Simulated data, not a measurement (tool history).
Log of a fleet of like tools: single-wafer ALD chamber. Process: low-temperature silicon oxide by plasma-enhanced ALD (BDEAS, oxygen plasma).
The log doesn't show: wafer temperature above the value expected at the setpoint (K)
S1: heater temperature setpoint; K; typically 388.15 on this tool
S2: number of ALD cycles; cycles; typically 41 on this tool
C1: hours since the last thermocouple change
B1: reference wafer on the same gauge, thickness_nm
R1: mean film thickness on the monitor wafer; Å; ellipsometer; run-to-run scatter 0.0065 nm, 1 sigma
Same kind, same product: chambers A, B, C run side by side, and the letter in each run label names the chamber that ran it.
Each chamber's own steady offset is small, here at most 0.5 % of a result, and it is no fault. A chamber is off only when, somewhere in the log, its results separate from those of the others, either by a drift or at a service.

{"run": "1A", "hour": 4.2, "S1": 388.15, "S2": 41, "C1": 476.3, "B1": 5.9797, "R1": 56.836}
{"run": "2C", "hour": 9.3, "S1": 388.15, "S2": 41, "C1": 2234.2, "B1": 5.9782, "R1": 56.764}
{"run": "3B", "hour": 11.5, "S1": 388.15, "S2": 41, "C1": 1422.7, "B1": 5.9795, "R1": 56.782}
{"hour": 15.9, "done": "chamber C: thermocouple changed; heater temperature recalibrated"}
{"run": "4C", "hour": 16.6, "S1": 388.15, "S2": 41, "C1": 0.7, "B1": 5.9779, "R1": 56.803}
{"run": "5B", "hour": 20.7, "S1": 395.15, "S2": 35, "C1": 1431.9, "B1": 5.9762, "R1": 47.807}
{"run": "6A", "hour": 23.8, "S1": 395.15, "S2": 35, "C1": 495.9, "B1": 5.975, "R1": 47.902}
{"run": "7A", "hour": 26.8, "S1": 395.15, "S2": 35, "C1": 498.9, "B1": 5.9736, "R1": 47.886}
{"run": "8B", "hour": 29.6, "S1": 377.15, "S2": 41, "C1": 1440.8, "B1": 5.972, "R1": 57.9}
{"run": "9C", "hour": 31.8, "S1": 377.15, "S2": 41, "C1": 15.9, "B1": 5.9744, "R1": 57.949}
{"run": "10A", "hour": 34.4, "S1": 377.15, "S2": 41, "C1": 506.5, "B1": 5.9731, "R1": 57.893}
{"run": "11B", "hour": 38.4, "S1": 388.15, "S2": 41, "C1": 1449.6, "B1": 5.9719, "R1": 56.862}
{"run": "12C", "hour": 41.9, "S1": 388.15, "S2": 41, "C1": 26.0, "B1": 5.9706, "R1": 56.721}
{"run": "13C", "hour": 46.6, "S1": 388.15, "S2": 46, "C1": 30.7, "B1": 5.9709, "R1": 63.576}
{"run": "14A", "hour": 49.3, "S1": 388.15, "S2": 46, "C1": 521.4, "B1": 5.9698, "R1": 63.717}
{"run": "15B", "hour": 54.1, "S1": 388.15, "S2": 46, "C1": 1465.3, "B1": 5.9696, "R1": 63.623}
{"run": "16C", "hour": 56.5, "S1": 388.15, "S2": 41, "C1": 40.6, "B1": 5.969, "R1": 56.664}
{"run": "17B", "hour": 59.1, "S1": 402.15, "S2": 33, "C1": 1470.3, "B1": 5.9683, "R1": 44.541}
{"run": "18A", "hour": 64.2, "S1": 402.15, "S2": 33, "C1": 536.3, "B1": 5.9673, "R1": 44.417}
{"run": "19C", "hour": 68.8, "S1": 402.15, "S2": 33, "C1": 52.9, "B1": 5.9654, "R1": 44.494}
{"run": "20A", "hour": 72.9, "S1": 388.15, "S2": 41, "C1": 545.0, "B1": 5.9651, "R1": 56.675}
{"run": "21B", "hour": 77.6, "S1": 388.15, "S2": 41, "C1": 1488.8, "B1": 5.9649, "R1": 56.685}
{"run": "22C", "hour": 81.0, "S1": 388.15, "S2": 41, "C1": 65.1, "B1": 5.9629, "R1": 56.776}
{"run": "23B", "hour": 84.6, "S1": 388.15, "S2": 41, "C1": 1495.8, "B1": 5.9642, "R1": 56.721}
{"run": "24A", "hour": 89.0, "S1": 388.15, "S2": 41, "C1": 561.1, "B1": 5.9597, "R1": 56.717}
{"run": "25C", "hour": 93.3, "S1": 388.15, "S2": 41, "C1": 77.4, "B1": 5.9604, "R1": 56.599}
{"run": "26A", "hour": 98.4, "S1": 388.15, "S2": 41, "C1": 570.5, "B1": 5.9601, "R1": 56.652}
{"run": "27B", "hour": 102.9, "S1": 388.15, "S2": 41, "C1": 1514.1, "B1": 5.9578, "R1": 56.654}
{"run": "28C", "hour": 105.2, "S1": 388.15, "S2": 41, "C1": 89.3, "B1": 5.9586, "R1": 56.626}
{"run": "29A", "hour": 109.3, "S1": 388.15, "S2": 41, "C1": 581.4, "B1": 5.958, "R1": 56.62}
{"run": "30B", "hour": 112.3, "S1": 388.15, "S2": 41, "C1": 1523.5, "B1": 5.9576, "R1": 56.47}
{"run": "31B", "hour": 115.1, "S1": 388.15, "S2": 41, "C1": 1526.3, "B1": 5.9582, "R1": 56.738}
{"run": "32A", "hour": 120.0, "S1": 388.15, "S2": 41, "C1": 592.1, "B1": 5.9575, "R1": 56.608}
{"run": "33C", "hour": 124.5, "S1": 388.15, "S2": 41, "C1": 108.6, "B1": 5.9547, "R1": 56.682}
{"run": "34B", "hour": 127.7, "S1": 388.15, "S2": 41, "C1": 1538.9, "B1": 5.9545, "R1": 56.656}
{"run": "35C", "hour": 130.5, "S1": 395.15, "S2": 41, "C1": 114.6, "B1": 5.9547, "R1": 55.803}
{"run": "36A", "hour": 134.1, "S1": 395.15, "S2": 41, "C1": 606.2, "B1": 5.9524, "R1": 55.79}

Has any chamber moved away from the others, gradually or after a service, or does the common gauge drift, or do the chambers differ only by their own small steady offsets? State the chamber and the most likely cause if one applies.

No chamber is off; the gauge reading every chamber's wafers drifts, which makes the whole fleet appear to move together.
Likeliest cause: gauge reads low (%) = 0.468.

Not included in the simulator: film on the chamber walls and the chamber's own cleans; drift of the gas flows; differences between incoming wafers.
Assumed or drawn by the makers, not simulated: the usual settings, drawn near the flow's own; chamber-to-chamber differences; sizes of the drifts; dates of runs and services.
